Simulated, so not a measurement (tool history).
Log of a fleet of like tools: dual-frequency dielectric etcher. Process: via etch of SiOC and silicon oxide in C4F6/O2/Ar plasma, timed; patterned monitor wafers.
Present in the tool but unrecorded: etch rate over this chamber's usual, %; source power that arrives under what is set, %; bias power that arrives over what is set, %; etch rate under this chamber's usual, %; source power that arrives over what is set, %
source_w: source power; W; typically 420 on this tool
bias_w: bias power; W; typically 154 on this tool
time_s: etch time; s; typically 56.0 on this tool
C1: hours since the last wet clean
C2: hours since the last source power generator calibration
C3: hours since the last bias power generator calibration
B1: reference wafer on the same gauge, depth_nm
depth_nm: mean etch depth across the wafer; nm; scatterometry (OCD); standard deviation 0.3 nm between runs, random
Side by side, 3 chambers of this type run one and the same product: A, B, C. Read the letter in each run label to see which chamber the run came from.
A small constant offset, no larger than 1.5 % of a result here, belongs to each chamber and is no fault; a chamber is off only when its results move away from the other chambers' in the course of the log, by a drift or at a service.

Run 1B, hour 12.0: usual settings; C1 39.7; C2 522.9; C3 929.9; B1 71.225. Result: depth_nm 61.940 nm.
Run 2C, hour 18.0: usual settings; C1 18.5; C2 1452.1; C3 67.2; B1 71.220. Result: depth_nm 61.448 nm.
Run 3A, hour 27.6: usual settings; C1 300.1; C2 4313.3; C3 1549.8; B1 71.246. Result: depth_nm 62.426 nm.
Run 4A, hour 34.3: usual settings; C1 306.8; C2 4320.0; C3 1556.5; B1 71.127. Result: depth_nm 61.751 nm.
Run 5C, hour 41.7: usual settings; C1 42.2; C2 1475.8; C3 90.9; B1 71.240. Result: depth_nm 61.344 nm.
Run 6B, hour 50.9: usual settings; C1 78.6; C2 561.8; C3 968.8; B1 71.145. Result: depth_nm 62.149 nm.
Run 7C, hour 59.8: usual settings; C1 60.3; C2 1493.9; C3 109.0; B1 71.177. Result: depth_nm 61.927 nm.
Run 8B, hour 71.1: usual settings; C1 98.8; C2 582.0; C3 989.0; B1 71.146. Result: depth_nm 62.410 nm.
Run 9A, hour 77.9: usual settings but source_w 370 W, bias_w 138 W; C1 350.4; C2 4363.6; C3 1600.1; B1 71.164. Result: depth_nm 57.387 nm.
Run 10A, hour 84.0: usual settings but source_w 370 W, bias_w 138 W; C1 356.5; C2 4369.7; C3 1606.2; B1 71.163. Result: depth_nm 57.264 nm.
Run 11C, hour 92.4: usual settings but source_w 370 W, bias_w 138 W; C1 92.9; C2 1526.5; C3 141.6; B1 71.059. Result: depth_nm 56.590 nm.
Run 12B, hour 101.4: usual settings but source_w 500 W, time_s 49.5 s; C1 129.1; C2 612.3; C3 1019.3; B1 71.225. Result: depth_nm 58.731 nm.
Run 13A, hour 110.5: usual settings but source_w 500 W, time_s 49.5 s; C1 383.0; C2 4396.2; C3 1632.7; B1 71.251. Result: depth_nm 59.413 nm.
Run 14C, hour 121.0: usual settings but source_w 500 W, time_s 49.5 s; C1 121.5; C2 1555.1; C3 170.2; B1 71.213. Result: depth_nm 58.512 nm.
Run 15B, hour 130.4: usual settings; C1 158.1; C2 641.3; C3 1048.3; B1 71.206. Result: depth_nm 62.789 nm.
Run 16C, hour 138.3: usual settings; C1 138.8; C2 1572.4; C3 187.5; B1 71.258. Result: depth_nm 62.544 nm.
Run 17B, hour 146.6: usual settings; C1 174.3; C2 657.5; C3 1064.5; B1 71.155. Result: depth_nm 61.624 nm.
Run 18A, hour 152.1: usual settings; C1 424.6; C2 4437.8; C3 1674.3; B1 71.171. Result: depth_nm 63.023 nm.
Run 19C, hour 164.0: usual settings; C1 164.5; C2 1598.1; C3 213.2; B1 71.188. Result: depth_nm 62.357 nm.
Run 20B, hour 174.7: usual settings; C1 202.4; C2 685.6; C3 1092.6; B1 71.222. Result: depth_nm 62.224 nm.
Run 21A, hour 181.3: usual settings; C1 453.8; C2 4467.0; C3 1703.5; B1 71.170. Result: depth_nm 63.506 nm.
Run 22C, hour 193.5: usual settings; C1 194.0; C2 1627.6; C3 242.7; B1 71.146. Result: depth_nm 62.018 nm.
Run 23A, hour 201.9: usual settings; C1 474.4; C2 4487.6; C3 1724.1; B1 71.157. Result: depth_nm 63.346 nm.
Run 24B, hour 210.2: usual settings but bias_w 180 W; C1 237.9; C2 721.1; C3 1128.1; B1 71.150. Result: depth_nm 65.394 nm.
Run 25C, hour 219.2: usual settings but bias_w 180 W; C1 219.7; C2 1653.3; C3 268.4; B1 71.234. Result: depth_nm 65.094 nm.
Run 26A, hour 225.8: usual settings but bias_w 180 W; C1 498.3; C2 4511.5; C3 1748.0; B1 71.106. Result: depth_nm 67.290 nm.

Does one chamber stand apart from the rest, does the shared gauge drift, or is all well apart from small per-chamber offsets? Give the chamber and the most likely cause, where there is one.

It is chamber A that slowly wanders off from its peers.
Most likely cause: etch rate over this chamber's usual, % = 3.76.

Here are 4 candidates for chamber A's next run, each the usual settings with a change, their results left as question marks. Which one brings its results back in line with what the others give on the usual settings?
A result is in line if it is within this distance of the other chambers' mean on the usual settings: depth_nm 1.100 nm
Run 27A-1, hour 234.7: usual settings but source_w 410 W, bias_w 152 W, time_s 53.0 s. Result: depth_nm ?.
Run 27A-2, hour 234.7: usual settings but source_w 440 W, bias_w 161 W. Result: depth_nm ?.
Run 27A-3, hour 234.7: usual settings but bias_w 136 W. Result: depth_nm ?.
Run 27A-4, hour 234.7: usual settings but source_w 460 W, bias_w 168 W. Result: depth_nm ?.

Mean of the other chambers on the usual settings: depth_nm 61.950 nm
  run  depth_nm
27A-1    60.216
27A-2    66.610
27A-3    62.051
27A-4    68.702
27A-3 puts the chamber back in line with the other chambers.
